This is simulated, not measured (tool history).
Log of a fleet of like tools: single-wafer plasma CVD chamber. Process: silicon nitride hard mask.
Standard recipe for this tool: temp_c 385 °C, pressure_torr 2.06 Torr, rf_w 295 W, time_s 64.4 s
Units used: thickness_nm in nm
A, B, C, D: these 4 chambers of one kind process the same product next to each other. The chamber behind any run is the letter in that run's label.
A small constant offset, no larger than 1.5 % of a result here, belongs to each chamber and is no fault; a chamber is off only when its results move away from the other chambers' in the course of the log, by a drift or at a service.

run	hour	temp_c	pressure_torr	rf_w	time_s	hours since the last thermocouple change	hours since the last RF generator calibration	hours since the last manometer calibration	read-back reference wafer on the same gauge, thickness_nm	thickness_nm
1A	6.6	385	2.06	295	64.4	239.3	596.2	268.8	71.332	78.817
2B	13.3	385	2.06	295	64.4	580.5	319	1151.4	71.285	79.359
3D	25.6	385	2.06	295	64.4	485.1	102.9	421.7	71.378	79.105
4C	32.8	385	2.06	295	64.4	203	869	1160.9	71.386	78.794
5D	45.8	385	1.91	295	64.4	505.3	123.1	441.9	71.345	77.706
6A	56.8	385	1.91	295	64.4	289.5	646.4	319	71.274	77.072
7C	63.8	385	1.91	295	64.4	234	900	1191.9	71.253	76.266
8B	74.7	385	1.91	295	64.4	641.9	380.4	1212.8	71.22	77.065
9C	87.1	385	2.06	295	64.4	257.3	923.3	1215.2	71.394	77.605
10A	100.5	385	1.86	295	64.4	333.2	690.1	362.7	71.304	77.129
11B	109.8	385	1.86	295	64.4	677	415.5	1247.9	71.265	77.124
12D	117.3	385	1.86	295	64.4	576.8	194.6	513.4	71.156	76.264
13B	130.2	385	1.86	295	64.4	697.4	435.9	1268.3	71.325	76.788
14A	136.4	385	2.06	240	70.3	369.1	726	398.6	71.327	73.934
15C	149.5	385	2.06	240	70.3	319.7	985.7	1277.6	71.252	73.743
16D	160.9	385	2.06	240	70.3	620.4	238.2	557	71.398	74.697
17A	170.6	385	2.06	240	70.3	403.3	760.2	432.8	71.371	74.68
18C	180.3	385	2.06	295	64.4	350.5	1016.5	1308.4	71.216	77.578
19B	186.2	385	2.06	295	64.4	753.4	491.9	1324.3	71.263	79.501
20D	195.6	385	2.06	295	64.4	655.1	272.9	591.7	71.29	78.12
21B	208	385	2.06	295	64.4	775.2	513.7	1346.1	71.242	80.025
22C	214.1	385	2.06	295	64.4	384.3	1050.3	1342.2	71.428	77.115
23D	220.4	385	2.06	295	64.4	679.9	297.7	616.5	71.281	78.467
24A	226.8	385	2.06	295	64.4	459.5	816.4	489	71.319	79.025
25D	234.5	385	2.06	295	64.4	694	311.8	630.6	71.189	78.179
26C	247.7	385	2.06	295	64.4	417.9	1083.9	1375.8	71.286	77.072
27B	258.5	385	2.06	295	64.4	825.7	564.2	1396.6	71.293	79.65
28A	271.5	385	2.06	295	64.4	504.2	861.1	533.7	71.339	78.629
29D	284.3	385	2.06	295	64.4	743.8	361.6	680.4	71.265	78.752
30B	296.7	385	2.06	295	64.4	863.9	602.4	1434.8	71.202	79.491
31A	305.5	385	2.06	295	64.4	538.2	895.1	567.7	71.271	78.172
32C	317.7	389	2.06	345	64.4	487.9	1153.9	1445.8	71.202	83.903
33B	324.1	389	2.06	345	64.4	891.3	629.8	1462.2	71.363	88.281
34D	335	389	2.06	345	64.4	794.5	412.3	731.1	71.31	86.728
35A	342.1	389	2.06	345	64.4	574.8	931.7	604.3	71.27	86.713
36C	351.9	385	2.06	295	64.4	522.1	1188.1	1480	71.29	74.756
37D	357.9	385	2.06	295	64.4	817.4	435.2	754	71.426	78.592
38A	368.4	385	2.55	295	64.4	601.1	958	630.6	71.308	83.341
39C	374.3	385	2.55	295	64.4	544.5	1210.5	1502.4	71.229	79.238
40B	381.8	385	2.55	295	64.4	949	687.5	1519.9	71.489	82.993
41A	392.8	385	2.55	295	64.4	625.5	982.4	655	71.322	82.312
42D	401.3	385	2.06	295	64.4	860.8	478.6	797.4	71.33	79.178
43C	408.5	385	2.06	295	64.4	578.7	1244.7	1536.6	71.167	74.597

What goes on in this fleet: one chamber off, a drifting gauge, or nothing beyond the chambers' own small offsets? Name the chamber and the cause, if any.

Chamber C drifts away from the others.
Likeliest cause: delivered RF power below the setpoint (%) = 8.07.

Which of the 4 candidates below, each the usual settings with something changed and its results left as question marks, puts chamber C back in line with what the other chambers give on the usual settings?
Allowed miss from the other chambers' usual-settings mean, per result, to count as in line: thickness_nm 1.6 nm
44C-1	418.1	385	1.84	295	64.4					?
44C-2	418.1	385	2.06	295	68.5					?
44C-3	418.1	385	2.03	285	61.8					?
44C-4	418.1	385	2.06	295	66.2					?

What the other chambers average on the usual settings: thickness_nm 79.006 nm
run	thickness_nm
44C-1	71.893
44C-2	78.772
44C-3	69.118
44C-4	76.131
Change 44C-2 lands the chamber within the allowed miss of the other chambers.

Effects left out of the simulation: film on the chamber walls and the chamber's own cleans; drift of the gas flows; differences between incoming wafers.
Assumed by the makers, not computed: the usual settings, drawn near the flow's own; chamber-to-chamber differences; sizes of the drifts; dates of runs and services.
